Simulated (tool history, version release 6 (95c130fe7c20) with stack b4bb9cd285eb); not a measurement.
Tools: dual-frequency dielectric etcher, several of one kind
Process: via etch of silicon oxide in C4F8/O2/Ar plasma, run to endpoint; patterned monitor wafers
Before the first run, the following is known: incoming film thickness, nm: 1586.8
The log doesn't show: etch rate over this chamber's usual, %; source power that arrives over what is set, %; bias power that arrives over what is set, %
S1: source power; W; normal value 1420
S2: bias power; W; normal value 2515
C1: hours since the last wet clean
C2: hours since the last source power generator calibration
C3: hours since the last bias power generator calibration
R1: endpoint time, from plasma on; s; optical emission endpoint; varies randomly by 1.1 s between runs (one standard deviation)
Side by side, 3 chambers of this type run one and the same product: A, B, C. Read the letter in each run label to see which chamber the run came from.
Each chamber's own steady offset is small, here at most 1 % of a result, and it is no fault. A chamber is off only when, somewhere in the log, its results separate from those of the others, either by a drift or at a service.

| run | hour | S1 | S2 | C1 | C2 | C3 | R1 |
|---|---|---|---|---|---|---|---|
| 1A | 8.7 | 1420 | 2515 | 167.5 | 1744.4 | 697.8 | 333.24 |
| 2C | 17.5 | 1420 | 2515 | 250.4 | 1031.8 | 4055.3 | 331.47 |
| 3B | 23.5 | 1420 | 2515 | 452.4 | 2083.5 | 2334.6 | 333.35 |
| 4B | 30.7 | 1420 | 2515 | 459.6 | 2090.7 | 2341.8 | 334.36 |
| 5C | 39.7 | 1420 | 2515 | 272.6 | 1054.0 | 4077.5 | 333.20 |
| 6A | 49.3 | 1420 | 2515 | 208.1 | 1785.0 | 738.4 | 330.66 |
| 7C | 60.4 | 1620 | 2866 | 293.3 | 1074.7 | 4098.2 | 303.05 |
| 8B | 66.1 | 1620 | 2866 | 495.0 | 2126.1 | 2377.2 | 308.06 |
| 9A | 76.1 | 1620 | 2866 | 234.9 | 1811.8 | 765.2 | 300.17 |
| 10B | 86.1 | 1420 | 2515 | 515.0 | 2146.1 | 2397.2 | 335.79 |
| 11C | 92.3 | 1420 | 2515 | 325.2 | 1106.6 | 4130.1 | 332.79 |
| 12A | 98.2 | 1420 | 2515 | 257.0 | 1833.9 | 787.3 | 330.61 |
| 13C | 106.6 | 1420 | 2515 | 339.5 | 1120.9 | 4144.4 | 330.89 |
| 14A | 115.6 | 1420 | 2515 | 274.4 | 1851.3 | 804.7 | 330.86 |
| 15B | 123.1 | 1420 | 1903 | 552.0 | 2183.1 | 2434.2 | 364.90 |
| 16C | 133.4 | 1420 | 1903 | 366.3 | 1147.7 | 4171.2 | 358.79 |
| 17A | 139.6 | 1420 | 1903 | 298.4 | 1875.3 | 828.7 | 360.74 |
| 18B | 146.3 | 1420 | 2515 | 575.2 | 2206.3 | 2457.4 | 334.38 |
| 19B | 151.7 | 1420 | 2925 | 580.6 | 2211.7 | 2462.8 | 319.36 |
| 20A | 163.1 | 1420 | 2925 | 321.9 | 1898.8 | 852.2 | 314.79 |
|  | 167.3 | chamber C: bias power generator calibrated |
| 21C | 174.4 | 1420 | 2925 | 407.3 | 1188.7 | 7.1 | 314.60 |
|  | 177.8 | chamber B: wet clean of the chamber |
| 22C | 183.5 | 1420 | 2515 | 416.4 | 1197.8 | 16.2 | 329.45 |
| 23B | 194.5 | 1420 | 2515 | 16.8 | 2254.5 | 2505.6 | 336.18 |
| 24A | 201.4 | 1420 | 2515 | 360.2 | 1937.1 | 890.5 | 331.08 |
| 25A | 212.0 | 1420 | 2515 | 370.8 | 1947.7 | 901.1 | 333.60 |
| 26C | 217.6 | 1420 | 2515 | 450.5 | 1231.9 | 50.3 | 328.07 |
| 27B | 225.6 | 1420 | 2764 | 47.9 | 2285.6 | 2536.7 | 326.11 |
| 28B | 236.0 | 1420 | 2764 | 58.3 | 2296.0 | 2547.1 | 324.99 |
| 29C | 246.0 | 1420 | 2764 | 478.9 | 1260.3 | 78.7 | 317.16 |
| 30A | 251.0 | 1420 | 2515 | 409.8 | 1986.7 | 940.1 | 332.48 |
| 31B | 262.2 | 1550 | 2515 | 84.5 | 2322.2 | 2573.3 | 322.74 |
| 32A | 272.9 | 1550 | 2515 | 431.7 | 2008.6 | 962.0 | 318.00 |

Has any chamber moved away from the others, gradually or after a service, or does the common gauge drift, or do the chambers differ only by their own small steady offsets? State the chamber and the most likely cause if one applies.

Chamber C drifts away from the others.
Most likely cause: etch rate over this chamber's usual, % = 2.55.

Which of the 4 candidates below, each the usual settings with something changed and its results left as question marks, puts chamber C back in line with what the other chambers give on the usual settings?
Allowed miss from the other chambers' usual-settings mean, per result, to count as in line: R1 4.00 s
| 33C-1 | 281.3 | 1420 | 2127 |  |  |  | ? |
| 33C-2 | 281.3 | 1510 | 2515 |  |  |  | ? |
| 33C-3 | 281.3 | 1330 | 2515 |  |  |  | ? |
| 33C-4 | 281.3 | 1530 | 2661 |  |  |  | ? |

What the other chambers average on the usual settings: R1 332.82 s
| run | R1 |
|---|---|
| 33C-1 | 342.10 |
| 33C-2 | 317.07 |
| 33C-3 | 333.45 |
| 33C-4 | 309.90 |
33C-3 is the one that brings the chamber's results back in line with the other chambers.
